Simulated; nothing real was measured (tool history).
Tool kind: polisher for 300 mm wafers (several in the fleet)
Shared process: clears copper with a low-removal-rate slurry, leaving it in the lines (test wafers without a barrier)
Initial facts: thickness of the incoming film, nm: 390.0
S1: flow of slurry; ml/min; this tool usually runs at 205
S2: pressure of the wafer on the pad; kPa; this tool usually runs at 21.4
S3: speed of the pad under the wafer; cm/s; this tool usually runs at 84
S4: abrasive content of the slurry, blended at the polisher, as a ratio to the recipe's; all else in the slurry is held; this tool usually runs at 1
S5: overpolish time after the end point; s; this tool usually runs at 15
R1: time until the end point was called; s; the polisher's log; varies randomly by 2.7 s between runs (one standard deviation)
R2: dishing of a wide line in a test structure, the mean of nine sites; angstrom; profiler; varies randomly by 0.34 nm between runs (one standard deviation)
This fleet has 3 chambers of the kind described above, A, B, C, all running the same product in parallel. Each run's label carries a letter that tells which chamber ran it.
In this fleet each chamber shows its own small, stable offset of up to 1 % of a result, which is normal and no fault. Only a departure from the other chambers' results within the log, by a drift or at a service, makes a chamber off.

run   hour   S1    S2  S3   S4  S5      R1      R2
 1B   10.2  205  21.4  84    1  15  157.81  242.27
 2A   22.3  205  21.4  84    1  15  164.27   237.4
 3C   30.5  205  21.4  84    1  15  158.39  237.14
      33.9  -- chamber C: slurry blender recalibrated
 4B   40.4  205  21.4  84    1  15  157.29  240.03
      52.4  -- chamber A: worn pad replaced by a new one
 5A   52.4  205  21.4  84    1  15  156.12  238.49
 6C   60.8  205  21.4  84    1  15  162.82  239.86
 7A   68.6  205  21.4  84    1  15  166.11  238.35
 8B     75  205  21.4  84    1  15  159.95  241.95
 9C   83.6  205  21.4  58  0.7  15  252.67  165.78
      84.7  -- chamber A: slurry blender recalibrated
      90.4  -- chamber B: worn pad replaced by a new one
10C   93.6  205  21.4  58  0.7  15  250.71  162.76
      97.7  -- chamber B: slurry blender recalibrated
      99.3  -- chamber C: slurry nozzle cleaned
11B  106.4  205  21.4  58  0.7  15     245  166.89
12A  118.1  205  21.4  84    1  15  159.21  243.66
13C  124.8  205  21.4  84    1  15  168.09  232.49
     130.2  -- chamber C: slurry blender recalibrated
14A  136.2  205  21.4  84    1  15  156.72  238.68
15B  149.2  205  21.4  84    1  15  163.27  242.67
16C  158.3  205  21.4  84    1  15  166.52  237.31
     164.3  -- chamber C: worn pad replaced by a new one
17B  171.3  205  21.4  84    1  15  158.01  248.46
18A  183.8  205  15.9  84    1  11  213.52  142.17
19A  193.7  205  15.9  84    1  11  213.21  142.75
20C    206  205  15.9  84    1  11  243.24  128.05
21B  213.9  205  21.4  84    1  15  159.23  238.18

Next, every chamber runs the same settings. What will each give?
22A  223.4  205  21.4  84   1  15   ?   ?
22B  223.4  205  21.4  84   1  15   ?   ?
22C  223.4  205  21.4  84   1  15   ?   ?

run      R1      R2
22A  160.89  237.43
22B  163.49  240.57
22C  178.96  214.37
